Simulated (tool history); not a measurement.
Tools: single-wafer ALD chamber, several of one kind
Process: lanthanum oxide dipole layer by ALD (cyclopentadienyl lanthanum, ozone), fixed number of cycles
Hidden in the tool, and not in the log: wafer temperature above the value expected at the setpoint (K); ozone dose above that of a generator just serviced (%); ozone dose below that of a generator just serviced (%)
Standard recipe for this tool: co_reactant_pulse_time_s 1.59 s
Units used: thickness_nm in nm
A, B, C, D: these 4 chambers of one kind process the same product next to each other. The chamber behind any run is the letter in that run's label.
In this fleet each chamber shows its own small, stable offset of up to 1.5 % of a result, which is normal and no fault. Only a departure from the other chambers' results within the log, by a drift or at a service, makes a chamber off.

run   hour  co_reactant_pulse_time_s  hours since the last thermocouple change  hours since the last ozone generator service  read-back reference wafer on the same gauge, thickness_nm  thickness_nm
 1D    6.8                      1.59                                    1162.2                                         430.5                                                    0.51395       0.55223
 2C   18.9                      1.59                                    1461.3                                        1228.1                                                    0.51385       0.55257
 3A   31.2                      1.59                                     931.8                                         599.7                                                    0.51376       0.55184
 4B     43                      1.59                                    1140.2                                           529                                                    0.51357       0.55813
 5A   53.4                      1.59                                       954                                         621.9                                                    0.51323       0.55152
 6C   59.1                      2.19                                    1501.5                                        1268.3                                                    0.51341       0.56906
 7D   69.9                      2.19                                    1225.3                                         493.6                                                    0.51319        0.5673
 8B   82.2                      2.19                                    1179.4                                         568.2                                                    0.51311       0.57558
 9C   90.3                      2.19                                    1532.7                                        1299.5                                                    0.51302       0.56804
10D  101.4                      1.59                                    1256.8                                         525.1                                                    0.51295       0.55038
11A  107.3                      1.59                                    1007.9                                         675.8                                                    0.51297       0.55048
12B    116                      1.59                                    1213.2                                           602                                                     0.5128        0.5598
13A    128                      1.59                                    1028.6                                         696.5                                                    0.51275       0.55197
14B  134.8                      1.59                                      1232                                         620.8                                                    0.51261       0.55873
15D  144.5                      1.81                                    1299.9                                         568.2                                                    0.51232       0.56042
16C  151.6                      1.81                                      1594                                        1360.8                                                    0.51248       0.55844
17B  159.2                      1.81                                    1256.4                                         645.2                                                    0.51222       0.56528
18D  168.4                      1.81                                    1323.8                                         592.1                                                    0.51219       0.55968
19A  177.4                      1.59                                      1078                                         745.9                                                     0.5122       0.55002
20C  189.4                      1.59                                    1631.8                                        1398.6                                                    0.51181       0.55015
21B  201.3                      1.18                                    1298.5                                         687.3                                                    0.51192       0.52819
     206.8  -- chamber C: ozone generator serviced
22C  207.5                      1.18                                    1649.9                                           0.7                                                    0.51183       0.52186
23D    216                      1.18                                    1371.4                                         639.7                                                    0.51175       0.51941
24A  224.6                      1.18                                    1125.2                                         793.1                                                    0.51149        0.5208
25C  230.8                      1.59                                    1673.2                                            24                                                    0.51149        0.5494
26B  242.3                      1.59                                    1339.5                                         728.3                                                    0.51152       0.55677
27D  252.6                      1.59                                      1408                                         676.3                                                    0.51147       0.55027
28A  258.1                      1.59                                    1158.7                                         826.6                                                    0.51147       0.54968
29D  263.6                      1.59                                      1419                                         687.3                                                    0.51147        0.5486
30A  269.2                      1.96                                    1169.8                                         837.7                                                    0.51112       0.56443

Is one chamber out of step, is the gauge drifting, or do the chambers differ by no more than their own small offsets? For an off chamber, give its letter and the likeliest cause.

No chamber is off; the gauge reading every chamber's wafers drifts, which makes the whole fleet appear to move together.
Cause: gauge reads low (%) = 0.559.
